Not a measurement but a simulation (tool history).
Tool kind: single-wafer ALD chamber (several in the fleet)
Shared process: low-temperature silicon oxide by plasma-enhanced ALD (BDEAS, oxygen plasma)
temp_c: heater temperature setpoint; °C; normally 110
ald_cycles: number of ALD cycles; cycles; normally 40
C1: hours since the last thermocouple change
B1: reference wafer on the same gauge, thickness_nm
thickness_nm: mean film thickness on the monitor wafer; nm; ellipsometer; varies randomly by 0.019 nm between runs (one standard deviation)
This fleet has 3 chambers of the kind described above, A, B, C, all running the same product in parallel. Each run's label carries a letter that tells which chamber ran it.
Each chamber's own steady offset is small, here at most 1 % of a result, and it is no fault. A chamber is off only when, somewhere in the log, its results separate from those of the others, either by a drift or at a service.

run 1A day=0.333 | temp_c=110 ald_cycles=40 | C1=166.2 | B1=4.9687 | thickness_nm=5.6177
run 2B day=0.879 | temp_c=110 ald_cycles=40 | C1=271.2 | B1=4.9716 | thickness_nm=5.5756
run 3C day=1.283 | temp_c=110 ald_cycles=40 | C1=179.4 | B1=4.9692 | thickness_nm=5.5629
run 4B day=1.612 | temp_c=110 ald_cycles=40 | C1=288.8 | B1=4.9725 | thickness_nm=5.6022
run 5C day=1.933 | temp_c=104 ald_cycles=40 | C1=195 | B1=4.9696 | thickness_nm=5.6245
run 6A day=2.4 | temp_c=104 ald_cycles=40 | C1=215.8 | B1=4.9662 | thickness_nm=5.65
run 7C day=2.808 | temp_c=104 ald_cycles=40 | C1=216 | B1=4.9721 | thickness_nm=5.6561
run 8A day=3.112 | temp_c=110 ald_cycles=40 | C1=232.9 | B1=4.9702 | thickness_nm=5.5748
run 9B day=3.571 | temp_c=110 ald_cycles=43 | C1=335.8 | B1=4.9698 | thickness_nm=6.0331
run 10C day=4.096 | temp_c=110 ald_cycles=43 | C1=246.9 | B1=4.9711 | thickness_nm=5.9968
run 11B day=4.4 | temp_c=110 ald_cycles=43 | C1=355.7 | B1=4.9705 | thickness_nm=5.979
run 12A day=4.808 | temp_c=110 ald_cycles=40 | C1=273.6 | B1=4.9715 | thickness_nm=5.6087
run 13B day=5.142 | temp_c=110 ald_cycles=40 | C1=373.5 | B1=4.9691 | thickness_nm=5.609
run 14C day=5.679 | temp_c=110 ald_cycles=40 | C1=284.9 | B1=4.9675 | thickness_nm=5.5775
run 15A day=6.188 | temp_c=110 ald_cycles=40 | C1=306.7 | B1=4.9681 | thickness_nm=5.5951
run 16B day=6.525 | temp_c=110 ald_cycles=40 | C1=406.7 | B1=4.969 | thickness_nm=5.6305
run 17A day=7.071 | temp_c=98 ald_cycles=35 | C1=327.9 | B1=4.9734 | thickness_nm=4.9928
run 18C day=7.417 | temp_c=98 ald_cycles=35 | C1=326.6 | B1=4.967 | thickness_nm=5.0117
run 19B day=7.838 | temp_c=98 ald_cycles=35 | C1=438.2 | B1=4.9669 | thickness_nm=5.0314
run 20A day=8.342 | temp_c=110 ald_cycles=40 | C1=358.4 | B1=4.9677 | thickness_nm=5.607
run 21C day=8.704 | temp_c=98 ald_cycles=44 | C1=357.5 | B1=4.9697 | thickness_nm=6.2712
run 22A day=9.138 | temp_c=98 ald_cycles=44 | C1=377.5 | B1=4.9776 | thickness_nm=6.2827
run 23B day=9.592 | temp_c=98 ald_cycles=44 | C1=480.3 | B1=4.9705 | thickness_nm=6.3497
run 24C day=9.871 | temp_c=110 ald_cycles=44 | C1=385.5 | B1=4.9684 | thickness_nm=6.1271
run 25B day=10.383 | temp_c=110 ald_cycles=44 | C1=499.3 | B1=4.9684 | thickness_nm=6.1704
run 26C day=10.654 | temp_c=110 ald_cycles=44 | C1=404.3 | B1=4.9681 | thickness_nm=6.1862
run 27A day=10.946 | temp_c=110 ald_cycles=36 | C1=420.9 | B1=4.9688 | thickness_nm=5.0353
run 28A day=11.483 | temp_c=110 ald_cycles=36 | C1=433.8 | B1=4.9678 | thickness_nm=5.0606
run 29C day=12.05 | temp_c=110 ald_cycles=36 | C1=437.8 | B1=4.9709 | thickness_nm=5.0238
run 30B day=12.6 | temp_c=110 ald_cycles=40 | C1=552.5 | B1=4.9687 | thickness_nm=5.5901
run 31A day=13.154 | temp_c=110 ald_cycles=40 | C1=473.9 | B1=4.9687 | thickness_nm=5.6169
run 32C day=13.588 | temp_c=110 ald_cycles=40 | C1=474.7 | B1=4.9684 | thickness_nm=5.564
run 33B day=13.958 | temp_c=110 ald_cycles=40 | C1=585.1 | B1=4.9692 | thickness_nm=5.6229
run 34B day=14.383 | temp_c=110 ald_cycles=40 | C1=595.3 | B1=4.9716 | thickness_nm=5.5784
run 35A day=14.775 | temp_c=110 ald_cycles=40 | C1=512.8 | B1=4.975 | thickness_nm=5.5884
run 36C day=15.208 | temp_c=110 ald_cycles=40 | C1=513.6 | B1=4.9717 | thickness_nm=5.5812
run 37A day=15.7 | temp_c=110 ald_cycles=40 | C1=535 | B1=4.9687 | thickness_nm=5.5882
run 38B day=16.029 | temp_c=124 ald_cycles=40 | C1=634.8 | B1=4.9707 | thickness_nm=5.4292
run 39C day=16.362 | temp_c=124 ald_cycles=40 | C1=541.3 | B1=4.9689 | thickness_nm=5.4257
run 40C day=16.704 | temp_c=124 ald_cycles=40 | C1=549.5 | B1=4.9726 | thickness_nm=5.4699
run 41A day=17.2 | temp_c=124 ald_cycles=43 | C1=571 | B1=4.9669 | thickness_nm=5.8294
run 42B day=17.642 | temp_c=124 ald_cycles=43 | C1=673.5 | B1=4.9719 | thickness_nm=5.8738

Next, all 3 chambers run the settings below, one line each with question marks for the results. What does each chamber give?
run 43A day=18.05 | temp_c=110 ald_cycles=40 | thickness_nm=?
run 43B day=18.05 | temp_c=110 ald_cycles=40 | thickness_nm=?
run 43C day=18.05 | temp_c=110 ald_cycles=40 | thickness_nm=?

run=43A thickness_nm=5.5973
run=43B thickness_nm=5.5996
run=43C thickness_nm=5.5617
